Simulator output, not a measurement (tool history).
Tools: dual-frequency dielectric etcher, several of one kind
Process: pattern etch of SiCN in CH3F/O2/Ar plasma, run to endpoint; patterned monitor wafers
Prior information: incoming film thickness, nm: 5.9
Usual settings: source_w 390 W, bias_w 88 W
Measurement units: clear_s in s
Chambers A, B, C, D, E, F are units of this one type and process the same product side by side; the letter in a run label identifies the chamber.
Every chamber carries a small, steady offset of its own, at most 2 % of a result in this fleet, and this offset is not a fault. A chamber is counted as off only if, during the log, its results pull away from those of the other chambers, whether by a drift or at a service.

{"run": "1F", "hour": 3.8, "source_w": 390, "bias_w": 88, "clear_s": 14.874}
{"run": "2A", "hour": 11.2, "source_w": 390, "bias_w": 88, "clear_s": 14.763}
{"hour": 15.4, "done": "chamber F: wet clean of the chamber"}
{"run": "3D", "hour": 18.8, "source_w": 390, "bias_w": 88, "clear_s": 14.916}
{"hour": 18.9, "done": "chamber B: wet clean of the chamber"}
{"run": "4B", "hour": 22.3, "source_w": 390, "bias_w": 88, "clear_s": 14.771}
{"run": "5C", "hour": 27.2, "source_w": 390, "bias_w": 88, "clear_s": 14.69}
{"run": "6E", "hour": 33.5, "source_w": 390, "bias_w": 88, "clear_s": 14.806}
{"run": "7E", "hour": 38.3, "source_w": 390, "bias_w": 88, "clear_s": 14.73}
{"run": "8B", "hour": 45.4, "source_w": 390, "bias_w": 88, "clear_s": 14.879}
{"run": "9A", "hour": 53.2, "source_w": 390, "bias_w": 88, "clear_s": 14.846}
{"run": "10D", "hour": 58.2, "source_w": 390, "bias_w": 88, "clear_s": 14.891}
{"run": "11C", "hour": 62.9, "source_w": 390, "bias_w": 88, "clear_s": 14.701}
{"run": "12F", "hour": 66.4, "source_w": 390, "bias_w": 88, "clear_s": 14.828}
{"run": "13F", "hour": 72.3, "source_w": 390, "bias_w": 88, "clear_s": 14.903}
{"run": "14D", "hour": 79.7, "source_w": 390, "bias_w": 88, "clear_s": 14.972}
{"run": "15B", "hour": 84.1, "source_w": 390, "bias_w": 88, "clear_s": 14.771}
{"run": "16C", "hour": 87.6, "source_w": 390, "bias_w": 106, "clear_s": 13.817}
{"run": "17E", "hour": 92.0, "source_w": 390, "bias_w": 106, "clear_s": 13.682}
{"run": "18A", "hour": 99.6, "source_w": 390, "bias_w": 106, "clear_s": 13.762}
{"run": "19D", "hour": 105.3, "source_w": 390, "bias_w": 106, "clear_s": 13.955}
{"run": "20C", "hour": 113.2, "source_w": 390, "bias_w": 106, "clear_s": 13.718}
{"run": "21F", "hour": 119.5, "source_w": 390, "bias_w": 106, "clear_s": 13.891}
{"run": "22E", "hour": 123.5, "source_w": 390, "bias_w": 88, "clear_s": 14.661}
{"run": "23A", "hour": 128.0, "source_w": 390, "bias_w": 88, "clear_s": 14.732}
{"run": "24B", "hour": 134.1, "source_w": 390, "bias_w": 88, "clear_s": 14.921}
{"run": "25A", "hour": 137.9, "source_w": 390, "bias_w": 88, "clear_s": 14.643}
{"hour": 139.4, "done": "chamber D: bias power generator calibrated"}
{"run": "26B", "hour": 143.2, "source_w": 390, "bias_w": 88, "clear_s": 14.847}
{"run": "27D", "hour": 147.6, "source_w": 390, "bias_w": 88, "clear_s": 14.99}
{"run": "28E", "hour": 152.4, "source_w": 390, "bias_w": 88, "clear_s": 14.425}
{"run": "29C", "hour": 159.5, "source_w": 390, "bias_w": 88, "clear_s": 14.785}
{"run": "30F", "hour": 167.2, "source_w": 350, "bias_w": 88, "clear_s": 15.58}
{"run": "31A", "hour": 173.8, "source_w": 350, "bias_w": 88, "clear_s": 15.29}
{"run": "32B", "hour": 180.8, "source_w": 350, "bias_w": 88, "clear_s": 15.406}
{"run": "33C", "hour": 188.4, "source_w": 350, "bias_w": 88, "clear_s": 15.336}
{"run": "34D", "hour": 192.1, "source_w": 350, "bias_w": 88, "clear_s": 15.51}
{"run": "35F", "hour": 195.8, "source_w": 350, "bias_w": 88, "clear_s": 15.396}
{"run": "36E", "hour": 201.4, "source_w": 460, "bias_w": 88, "clear_s": 13.385}
{"run": "37E", "hour": 208.1, "source_w": 460, "bias_w": 88, "clear_s": 13.259}
{"run": "38C", "hour": 213.6, "source_w": 460, "bias_w": 88, "clear_s": 13.954}
{"run": "39A", "hour": 221.1, "source_w": 460, "bias_w": 88, "clear_s": 13.848}
{"run": "40D", "hour": 228.4, "source_w": 460, "bias_w": 88, "clear_s": 14.218}

Is one chamber out of step, is the gauge drifting, or do the chambers differ by no more than their own small offsets? For an off chamber, give its letter and the likeliest cause.

Chamber E drifts away from the others.
What lies behind it: etch rate over this chamber's usual, % = 4.86.

Which of the 4 candidates below, each the usual settings with something changed and its results left as question marks, puts chamber E back in line with what the other chambers give on the usual settings?
Maximum distance from the other chambers' mean on the usual settings for a result to count as in line: clear_s 0.270 s
{"run": "41E-1", "hour": 234.1, "source_w": 360, "bias_w": 82, "clear_s": "?"}
{"run": "41E-2", "hour": 234.1, "source_w": 290, "bias_w": 88, "clear_s": "?"}
{"run": "41E-3", "hour": 234.1, "source_w": 450, "bias_w": 100, "clear_s": "?"}
{"run": "41E-4", "hour": 234.1, "source_w": 420, "bias_w": 94, "clear_s": "?"}

The other chambers' mean on the usual settings: clear_s 14.840 s
run=41E-1 clear_s=14.909
run=41E-2 clear_s=15.739
run=41E-3 clear_s=12.738
run=41E-4 clear_s=13.377
41E-1 brings the chamber back in line.
